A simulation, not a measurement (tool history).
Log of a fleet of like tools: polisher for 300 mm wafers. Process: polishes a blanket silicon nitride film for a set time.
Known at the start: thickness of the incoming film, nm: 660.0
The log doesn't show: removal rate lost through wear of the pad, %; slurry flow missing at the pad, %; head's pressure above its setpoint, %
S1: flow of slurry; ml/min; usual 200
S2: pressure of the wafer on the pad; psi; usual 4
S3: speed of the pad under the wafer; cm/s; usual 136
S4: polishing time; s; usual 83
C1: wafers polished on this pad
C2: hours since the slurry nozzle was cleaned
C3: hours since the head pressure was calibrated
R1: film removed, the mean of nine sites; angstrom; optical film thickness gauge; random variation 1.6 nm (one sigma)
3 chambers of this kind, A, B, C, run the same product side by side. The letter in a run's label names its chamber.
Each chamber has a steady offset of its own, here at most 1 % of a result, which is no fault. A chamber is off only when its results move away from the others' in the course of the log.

run,hour,S1,S2,S3,S4,C1,C2,C3,R1
1C,8.2,200,4,136,83,351,72.8,205.9,2104
2B,20.7,200,4,136,83,683,53.3,970.2,2072.9
3A,33.5,200,4,136,83,373,658.3,424.6,2123.1
# hour 44.6: chamber A: head pressure recalibrated
# hour 48.4: chamber B: head pressure recalibrated
# hour 48.7: chamber B: worn pad replaced by a new one
4A,49.5,200,4,136,83,477,674.3,4.9,2091.4
5B,59.1,200,4,136,83,68,91.7,10.7,2096.8
6C,66.3,200,4,136,83,729,130.9,264,2102.3
7B,76.8,200,4,136,83,183,109.4,28.4,2084.5
# hour 77.5: chamber A: worn pad replaced by a new one
8A,93.3,200,5.2,136,83,102,718.1,48.7,2741.2
9C,107.1,200,5.2,136,83,995,171.7,304.8,2701.8
10B,117.2,200,5.2,136,83,446,149.8,68.8,2700
11A,133,200,4,136,83,361,757.8,88.4,2118.1
# hour 144.1: chamber C: worn pad replaced by a new one
12C,146.2,200,4,136,83,13,210.8,343.9,2068
# hour 156.5: chamber C: head pressure recalibrated
# hour 158.3: chamber A: worn pad replaced by a new one
13B,161,200,4,136,83,730,193.6,112.6,2093.2
14A,175.3,200,4,136,83,110,800.1,130.7,2112.6
15C,185.5,200,4,136,83,269,250.1,29.1,2072.9
16B,198.8,200,4,136,83,976,231.4,150.4,2085.3
# hour 206.2: chamber B: worn pad replaced by a new one
17A,207.1,200,4,136,83,317,831.9,162.5,2109.8
18C,217.4,200,4,136,83,476,282,61,2067.4
# hour 230.6: chamber A: slurry nozzle cleaned
19B,233,200,4,136,83,174,265.6,184.6,2078.1
20C,242.4,200,4,136,83,639,307,86,2039.3
# hour 244.4: chamber A: worn pad replaced by a new one
21A,252.3,200,4,136,83,51,21.8,207.7,2106.1
22C,262.6,200,4,136,83,770,327.2,106.2,2028.4
23A,274.3,200,4,136,83,194,43.8,229.7,2114.6
24B,288.8,200,4,136,83,537,321.4,240.4,2069.8
25C,296,200,4,136,83,987,360.6,139.6,2021.1
# hour 296.9: chamber C: worn pad replaced by a new one
26A,312.3,200,4,136,83,441,81.8,267.7,2116
27B,325.9,200,4,136,83,778,358.5,277.5,2082.7
28A,337.7,200,4,136,83,606,107.2,293.1,2103.1
# hour 343: chamber A: worn pad replaced by a new one
29B,346,200,4,136,83,909,378.6,297.6,2116.2
# hour 351.7: chamber B: worn pad replaced by a new one
30C,361.5,200,4,136,83,420,426.1,205.1,1959.3
31C,373.7,200,4,136,83,499,438.3,217.3,1990.2
32A,385.7,200,4,136,83,278,155.2,341.1,2135.5
33B,395,200,4,136,83,282,427.6,346.6,2114
34A,406.3,200,4,136,83,412,175.8,361.7,2125
35C,416.6,200,4,136,83,778,481.2,260.2,1952.7

All 3 chambers run these settings next. Forecast each chamber's results:
36A,428.4,200,4,136,98,,,,?
36B,428.4,200,4,136,98,,,,?
36C,428.4,200,4,136,98,,,,?

run,R1
36A,2511.5
36B,2479
36C,2295.2
